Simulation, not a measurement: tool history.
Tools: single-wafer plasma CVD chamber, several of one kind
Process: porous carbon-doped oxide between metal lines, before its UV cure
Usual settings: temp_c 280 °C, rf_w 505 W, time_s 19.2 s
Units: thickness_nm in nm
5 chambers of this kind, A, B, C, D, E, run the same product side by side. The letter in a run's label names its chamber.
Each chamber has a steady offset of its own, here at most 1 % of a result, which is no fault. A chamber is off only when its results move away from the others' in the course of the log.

| run | hour | temp_c | rf_w | time_s | hours since the last thermocouple change | hours since the last RF generator calibration | read-back reference wafer on the same gauge, thickness_nm | thickness_nm |
|---|---|---|---|---|---|---|---|---|
| 1D | 13.3 | 280 | 505 | 19.2 | 154 | 391.5 | 122.01 | 118.75 |
| 2B | 25.7 | 280 | 505 | 19.2 | 1040.2 | 416.1 | 122.07 | 119.21 |
| 3A | 37.1 | 280 | 505 | 19.2 | 939.5 | 537.9 | 122.08 | 119.8 |
| 4C | 50.4 | 280 | 505 | 19.2 | 1054.3 | 2549.2 | 122.07 | 118.74 |
| 5E | 57.2 | 280 | 505 | 19.2 | 1352.2 | 1013.9 | 122.17 | 120.12 |
| 6D | 65.7 | 280 | 505 | 19.2 | 206.4 | 443.9 | 122.12 | 119.05 |
| 7C | 74.1 | 290 | 505 | 20.8 | 1078 | 2572.9 | 122.14 | 120.6 |
| 8A | 84.2 | 290 | 505 | 20.8 | 986.6 | 585 | 122.1 | 121.85 |
| 9B | 95.1 | 290 | 505 | 20.8 | 1109.6 | 485.5 | 122.17 | 121.45 |
| 10E | 105.4 | 290 | 505 | 20.8 | 1400.4 | 1062.1 | 122.24 | 122.06 |
|  | 109.9 | chamber C: RF generator calibrated |
| 11B | 115.5 | 290 | 505 | 20.8 | 1130 | 505.9 | 122.22 | 121.55 |
| 12D | 127.1 | 280 | 505 | 19.2 | 267.8 | 505.3 | 122.3 | 118.8 |
|  | 132.9 | chamber C: thermocouple changed; heater temperature recalibrated |
| 13A | 135.6 | 280 | 505 | 19.2 | 1038 | 636.4 | 122.27 | 119.49 |
| 14E | 143.5 | 280 | 505 | 19.2 | 1438.5 | 1100.2 | 122.26 | 120.63 |
| 15C | 149.8 | 280 | 505 | 19.2 | 17 | 39.9 | 122.25 | 119.41 |
| 16D | 162.6 | 280 | 505 | 19.2 | 303.3 | 540.8 | 122.37 | 118.96 |
| 17A | 170.4 | 280 | 505 | 19.2 | 1072.8 | 671.2 | 122.35 | 120.18 |
| 18C | 183.8 | 280 | 505 | 19.2 | 51 | 73.9 | 122.32 | 119 |
| 19E | 193.9 | 280 | 505 | 19.2 | 1488.9 | 1150.6 | 122.37 | 120.77 |
| 20B | 204.7 | 271 | 505 | 22 | 1219.2 | 595.1 | 122.39 | 144.32 |
| 21B | 213.4 | 271 | 505 | 22 | 1227.9 | 603.8 | 122.43 | 144.64 |
| 22E | 224.2 | 271 | 505 | 22 | 1519.2 | 1180.9 | 122.43 | 146.12 |
| 23A | 236.8 | 271 | 505 | 22 | 1139.2 | 737.6 | 122.45 | 145.04 |
| 24D | 250.7 | 271 | 505 | 22 | 391.4 | 628.9 | 122.48 | 143.78 |
| 25C | 263.9 | 280 | 505 | 19.2 | 131.1 | 154 | 122.54 | 119.63 |
| 26C | 271.1 | 280 | 505 | 19.2 | 138.3 | 161.2 | 122.53 | 119.2 |
| 27A | 278.3 | 280 | 505 | 19.2 | 1180.7 | 779.1 | 122.52 | 119.88 |
| 28E | 287.7 | 280 | 505 | 19.2 | 1582.7 | 1244.4 | 122.54 | 120.8 |
| 29D | 301.3 | 280 | 505 | 19.2 | 442 | 679.5 | 122.58 | 119.29 |
| 30B | 314 | 280 | 505 | 19.2 | 1328.5 | 704.4 | 122.61 | 119.79 |
| 31B | 326.5 | 267 | 505 | 19.2 | 1341 | 716.9 | 122.63 | 130.42 |
| 32E | 333.1 | 267 | 505 | 19.2 | 1628.1 | 1289.8 | 122.65 | 131.53 |
| 33A | 341.1 | 267 | 505 | 19.2 | 1243.5 | 841.9 | 122.67 | 130.82 |
| 34C | 354 | 267 | 505 | 19.2 | 221.2 | 244.1 | 122.69 | 129.85 |
| 35D | 360.8 | 267 | 505 | 19.2 | 501.5 | 739 | 122.69 | 129.95 |
|  | 371.8 | chamber A: RF generator calibrated |
| 36A | 372.2 | 280 | 505 | 19.2 | 1274.6 | 0.5 | 122.72 | 119.94 |

All 5 chambers run these settings next. Forecast each chamber's results:
| 37A | 382.2 | 280 | 475 | 19.2 |  |  |  | ? |
| 37B | 382.2 | 280 | 475 | 19.2 |  |  |  | ? |
| 37C | 382.2 | 280 | 475 | 19.2 |  |  |  | ? |
| 37D | 382.2 | 280 | 475 | 19.2 |  |  |  | ? |
| 37E | 382.2 | 280 | 475 | 19.2 |  |  |  | ? |

| run | thickness_nm |
|---|---|
| 37A | 115.49 |
| 37B | 115.71 |
| 37C | 114.82 |
| 37D | 114.69 |
| 37E | 116 |
